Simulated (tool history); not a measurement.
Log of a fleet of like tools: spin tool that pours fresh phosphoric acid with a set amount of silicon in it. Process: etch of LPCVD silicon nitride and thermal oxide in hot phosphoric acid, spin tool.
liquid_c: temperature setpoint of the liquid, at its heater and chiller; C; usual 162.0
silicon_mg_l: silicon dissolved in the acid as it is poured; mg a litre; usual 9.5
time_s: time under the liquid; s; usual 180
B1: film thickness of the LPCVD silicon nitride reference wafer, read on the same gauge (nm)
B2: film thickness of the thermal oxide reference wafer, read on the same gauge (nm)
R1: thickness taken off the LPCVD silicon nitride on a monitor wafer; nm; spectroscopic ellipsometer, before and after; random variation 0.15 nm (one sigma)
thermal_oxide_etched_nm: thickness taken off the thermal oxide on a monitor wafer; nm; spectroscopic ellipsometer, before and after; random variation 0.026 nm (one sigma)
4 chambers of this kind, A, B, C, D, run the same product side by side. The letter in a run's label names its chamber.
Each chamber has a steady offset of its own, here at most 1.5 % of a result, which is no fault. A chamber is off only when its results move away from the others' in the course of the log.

{"run": "1C", "day": 0.375, "liquid_c": 162.0, "silicon_mg_l": 9.5, "time_s": 180, "B1": 150.02, "B2": 80.003, "R1": 15.785, "thermal_oxide_etched_nm": 0.45889}
{"day": 0.529, "done": "chamber D: heated supply line repaired"}
{"run": "2D", "day": 0.954, "liquid_c": 162.0, "silicon_mg_l": 9.5, "time_s": 180, "B1": 149.96, "B2": 79.987, "R1": 15.841, "thermal_oxide_etched_nm": 0.46033}
{"run": "3A", "day": 1.383, "liquid_c": 162.0, "silicon_mg_l": 9.5, "time_s": 180, "B1": 150.03, "B2": 80.028, "R1": 15.848, "thermal_oxide_etched_nm": 0.47845}
{"run": "4B", "day": 1.817, "liquid_c": 162.0, "silicon_mg_l": 9.5, "time_s": 180, "B1": 149.94, "B2": 79.991, "R1": 15.628, "thermal_oxide_etched_nm": 0.4712}
{"run": "5A", "day": 2.35, "liquid_c": 162.0, "silicon_mg_l": 9.5, "time_s": 180, "B1": 149.99, "B2": 79.998, "R1": 15.503, "thermal_oxide_etched_nm": 0.46434}
{"run": "6D", "day": 2.962, "liquid_c": 162.0, "silicon_mg_l": 9.5, "time_s": 180, "B1": 150.0, "B2": 80.009, "R1": 15.777, "thermal_oxide_etched_nm": 0.47719}
{"run": "7C", "day": 3.554, "liquid_c": 162.0, "silicon_mg_l": 9.5, "time_s": 180, "B1": 150.02, "B2": 80.027, "R1": 15.531, "thermal_oxide_etched_nm": 0.45843}
{"run": "8B", "day": 3.867, "liquid_c": 162.0, "silicon_mg_l": 9.5, "time_s": 180, "B1": 150.0, "B2": 80.019, "R1": 15.707, "thermal_oxide_etched_nm": 0.41575}
{"run": "9D", "day": 4.471, "liquid_c": 162.0, "silicon_mg_l": 9.5, "time_s": 180, "B1": 150.02, "B2": 79.979, "R1": 15.819, "thermal_oxide_etched_nm": 0.47911}
{"run": "10C", "day": 4.912, "liquid_c": 162.0, "silicon_mg_l": 9.5, "time_s": 180, "B1": 149.98, "B2": 79.99, "R1": 15.474, "thermal_oxide_etched_nm": 0.4407}
{"run": "11A", "day": 5.358, "liquid_c": 161.0, "silicon_mg_l": 11.5, "time_s": 180, "B1": 150.04, "B2": 80.017, "R1": 15.077, "thermal_oxide_etched_nm": 0.41203}
{"run": "12B", "day": 5.75, "liquid_c": 161.0, "silicon_mg_l": 11.5, "time_s": 180, "B1": 150.02, "B2": 80.007, "R1": 15.113, "thermal_oxide_etched_nm": 0.42351}
{"run": "13C", "day": 6.025, "liquid_c": 161.0, "silicon_mg_l": 11.5, "time_s": 180, "B1": 150.02, "B2": 80.02, "R1": 14.951, "thermal_oxide_etched_nm": 0.39213}
{"run": "14A", "day": 6.454, "liquid_c": 161.0, "silicon_mg_l": 11.5, "time_s": 180, "B1": 150.0, "B2": 79.998, "R1": 14.864, "thermal_oxide_etched_nm": 0.40375}
{"run": "15B", "day": 7.0, "liquid_c": 162.0, "silicon_mg_l": 9.5, "time_s": 180, "B1": 150.06, "B2": 79.999, "R1": 15.712, "thermal_oxide_etched_nm": 0.46477}
{"run": "16D", "day": 7.525, "liquid_c": 162.0, "silicon_mg_l": 9.5, "time_s": 180, "B1": 149.98, "B2": 80.025, "R1": 15.644, "thermal_oxide_etched_nm": 0.52301}
{"run": "17D", "day": 8.096, "liquid_c": 162.0, "silicon_mg_l": 9.5, "time_s": 180, "B1": 149.97, "B2": 80.003, "R1": 15.559, "thermal_oxide_etched_nm": 0.4531}
{"run": "18B", "day": 8.504, "liquid_c": 162.0, "silicon_mg_l": 9.5, "time_s": 180, "B1": 150.03, "B2": 79.989, "R1": 15.783, "thermal_oxide_etched_nm": 0.48892}
{"run": "19A", "day": 8.867, "liquid_c": 160.5, "silicon_mg_l": 3.5, "time_s": 180, "B1": 149.99, "B2": 80.008, "R1": 14.855, "thermal_oxide_etched_nm": 0.48578}
{"run": "20C", "day": 9.35, "liquid_c": 160.5, "silicon_mg_l": 3.5, "time_s": 180, "B1": 150.0, "B2": 80.009, "R1": 14.113, "thermal_oxide_etched_nm": 0.43345}
{"run": "21B", "day": 9.925, "liquid_c": 160.5, "silicon_mg_l": 3.5, "time_s": 180, "B1": 150.02, "B2": 80.012, "R1": 15.101, "thermal_oxide_etched_nm": 0.51208}
{"run": "22D", "day": 10.496, "liquid_c": 160.5, "silicon_mg_l": 3.5, "time_s": 180, "B1": 149.99, "B2": 80.02, "R1": 14.999, "thermal_oxide_etched_nm": 0.47965}
{"run": "23A", "day": 10.883, "liquid_c": 159.5, "silicon_mg_l": 9.5, "time_s": 100, "B1": 149.99, "B2": 80.0, "R1": 7.9781, "thermal_oxide_etched_nm": 0.23215}
{"run": "24C", "day": 11.362, "liquid_c": 159.5, "silicon_mg_l": 9.5, "time_s": 100, "B1": 149.99, "B2": 80.015, "R1": 7.5696, "thermal_oxide_etched_nm": 0.16977}
{"run": "25B", "day": 11.85, "liquid_c": 159.5, "silicon_mg_l": 9.5, "time_s": 100, "B1": 149.96, "B2": 80.033, "R1": 7.8946, "thermal_oxide_etched_nm": 0.21407}
{"run": "26D", "day": 12.375, "liquid_c": 159.5, "silicon_mg_l": 9.5, "time_s": 100, "B1": 149.99, "B2": 79.996, "R1": 8.0963, "thermal_oxide_etched_nm": 0.22388}
{"run": "27C", "day": 12.85, "liquid_c": 162.0, "silicon_mg_l": 9.5, "time_s": 180, "B1": 149.98, "B2": 80.002, "R1": 14.261, "thermal_oxide_etched_nm": 0.41694}
{"run": "28A", "day": 13.125, "liquid_c": 162.0, "silicon_mg_l": 9.5, "time_s": 180, "B1": 150.0, "B2": 80.013, "R1": 15.659, "thermal_oxide_etched_nm": 0.4476}
{"run": "29B", "day": 13.458, "liquid_c": 162.0, "silicon_mg_l": 9.5, "time_s": 180, "B1": 149.99, "B2": 80.017, "R1": 15.75, "thermal_oxide_etched_nm": 0.461}
{"day": 13.783, "done": "chamber D: dissolved silicon flow meter replaced"}
{"run": "30A", "day": 14.038, "liquid_c": 162.0, "silicon_mg_l": 9.5, "time_s": 180, "B1": 149.97, "B2": 79.998, "R1": 15.282, "thermal_oxide_etched_nm": 0.45917}
{"day": 14.054, "done": "chamber A: heated supply line repaired"}
{"run": "31D", "day": 14.588, "liquid_c": 162.0, "silicon_mg_l": 9.5, "time_s": 180, "B1": 150.0, "B2": 80.004, "R1": 15.609, "thermal_oxide_etched_nm": 0.47163}
{"run": "32C", "day": 15.2, "liquid_c": 162.0, "silicon_mg_l": 9.5, "time_s": 180, "B1": 150.0, "B2": 79.998, "R1": 14.36, "thermal_oxide_etched_nm": 0.35497}
{"run": "33D", "day": 15.55, "liquid_c": 162.0, "silicon_mg_l": 9.5, "time_s": 180, "B1": 150.02, "B2": 79.987, "R1": 15.852, "thermal_oxide_etched_nm": 0.46158}
{"run": "34B", "day": 15.888, "liquid_c": 162.0, "silicon_mg_l": 9.5, "time_s": 180, "B1": 149.98, "B2": 79.995, "R1": 15.882, "thermal_oxide_etched_nm": 0.49356}
{"run": "35C", "day": 16.404, "liquid_c": 162.0, "silicon_mg_l": 9.5, "time_s": 180, "B1": 149.96, "B2": 80.007, "R1": 14.217, "thermal_oxide_etched_nm": 0.33152}
{"run": "36A", "day": 16.896, "liquid_c": 162.0, "silicon_mg_l": 9.5, "time_s": 180, "B1": 149.99, "B2": 79.986, "R1": 15.417, "thermal_oxide_etched_nm": 0.46956}

Next, every chamber runs the same settings. What will each give?
{"run": "37A", "day": 17.333, "liquid_c": 162.0, "silicon_mg_l": 9.5, "time_s": 180, "R1": "?", "thermal_oxide_etched_nm": "?"}
{"run": "37B", "day": 17.333, "liquid_c": 162.0, "silicon_mg_l": 9.5, "time_s": 180, "R1": "?", "thermal_oxide_etched_nm": "?"}
{"run": "37C", "day": 17.333, "liquid_c": 162.0, "silicon_mg_l": 9.5, "time_s": 180, "R1": "?", "thermal_oxide_etched_nm": "?"}
{"run": "37D", "day": 17.333, "liquid_c": 162.0, "silicon_mg_l": 9.5, "time_s": 180, "R1": "?", "thermal_oxide_etched_nm": "?"}

run=37A R1=15.7390 thermal_oxide_etched_nm=0.45206
run=37B R1=15.5600 thermal_oxide_etched_nm=0.49043
run=37C R1=13.9880 thermal_oxide_etched_nm=0.38971
run=37D R1=15.5300 thermal_oxide_etched_nm=0.44092

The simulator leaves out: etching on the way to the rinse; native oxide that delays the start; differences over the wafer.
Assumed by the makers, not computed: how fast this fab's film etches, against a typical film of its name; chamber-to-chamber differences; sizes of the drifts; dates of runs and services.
